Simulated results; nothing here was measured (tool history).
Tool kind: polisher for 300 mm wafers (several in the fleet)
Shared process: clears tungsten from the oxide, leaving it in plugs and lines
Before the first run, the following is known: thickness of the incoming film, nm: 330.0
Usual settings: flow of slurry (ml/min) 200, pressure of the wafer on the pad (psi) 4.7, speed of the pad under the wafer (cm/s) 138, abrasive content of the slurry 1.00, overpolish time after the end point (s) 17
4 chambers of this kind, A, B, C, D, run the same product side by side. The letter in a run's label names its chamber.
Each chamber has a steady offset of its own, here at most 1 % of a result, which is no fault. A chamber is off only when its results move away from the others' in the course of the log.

run	hour	flow of slurry (ml/min)	pressure of the wafer on the pad (psi)	speed of the pad under the wafer (cm/s)	abrasive content of the slurry	overpolish time after the end point (s)	time until the end point was called (s)
1B	3.2	200	4.7	138	1.00	17	41.784
2C	7.4	200	4.7	138	1.00	17	42.883
3D	11.6	200	4.7	138	1.00	17	42.074
4A	15.8	200	4.7	138	1.00	17	42.138
5C	18.9	200	4.7	92	1.15	17	62.755
# hour 19.7: chamber D: slurry nozzle cleaned
# hour 20.3: chamber D: worn pad replaced by a new one
# hour 21.7: chamber C: worn pad replaced by a new one
6A	21.7	200	4.7	92	1.15	17	61.965
7D	26.2	200	4.7	92	1.15	17	61.633
8B	29.5	200	4.7	92	1.15	17	62.416
9B	33.3	200	4.7	138	1.00	17	42.819
10A	38.0	200	4.7	138	1.00	17	41.670
11D	42.7	200	4.7	138	1.00	17	42.928
# hour 43.0: chamber B: slurry tank refilled with fresh slurry and peroxide
# hour 46.0: chamber B: worn pad replaced by a new one
12C	47.5	200	4.7	138	1.00	17	43.181
# hour 49.3: chamber D: slurry tank refilled with fresh slurry and peroxide
13D	51.4	200	4.7	138	1.00	17	42.463
14C	54.6	200	4.7	138	1.00	17	42.790
15A	57.2	200	4.7	138	1.00	17	43.669
# hour 58.3: chamber C: slurry tank refilled with fresh slurry and peroxide
16B	61.5	200	4.7	138	1.00	17	42.880
# hour 63.3: chamber D: worn pad replaced by a new one
17B	65.9	200	4.7	138	1.00	17	42.766
18C	68.9	200	4.7	138	1.00	17	41.115
19D	71.7	200	4.7	138	1.00	17	42.139
20A	75.4	200	4.7	138	1.00	17	44.901
# hour 77.7: chamber B: slurry blender recalibrated
21A	79.2	200	4.7	138	1.00	17	44.534
22B	83.8	200	4.7	138	1.00	17	43.203
23D	86.6	200	4.7	138	1.00	17	41.892
24C	89.7	200	4.7	138	1.00	17	41.919
# hour 92.0: chamber C: slurry nozzle cleaned
# hour 94.2: chamber A: slurry tank refilled with fresh slurry and peroxide
25A	94.3	200	4.7	138	1.00	17	45.412
26C	96.6	200	4.7	138	1.00	17	43.014
27D	99.0	255	4.7	122	1.00	17	46.105
28B	102.8	255	4.7	122	1.00	17	46.598
29C	106.9	255	4.7	122	1.00	17	45.739
# hour 107.4: chamber D: worn pad replaced by a new one
30D	109.8	255	4.7	122	1.00	17	47.518
31A	113.7	200	4.7	138	1.00	17	44.759
32B	115.9	200	4.7	138	1.00	17	43.839
# hour 118.0: chamber D: slurry blender recalibrated
33D	118.7	200	4.7	138	1.00	17	42.389
34B	122.1	200	4.7	138	1.00	17	41.250

All 4 chambers run these settings next. Forecast each chamber's results:
35A	125.6	200	4.7	138	1.00	17	?
35B	125.6	200	4.7	138	1.00	17	?
35C	125.6	200	4.7	138	1.00	17	?
35D	125.6	200	4.7	138	1.00	17	?

run	time until the end point was called (s)
35A	47.347
35B	42.648
35C	42.251
35D	42.678

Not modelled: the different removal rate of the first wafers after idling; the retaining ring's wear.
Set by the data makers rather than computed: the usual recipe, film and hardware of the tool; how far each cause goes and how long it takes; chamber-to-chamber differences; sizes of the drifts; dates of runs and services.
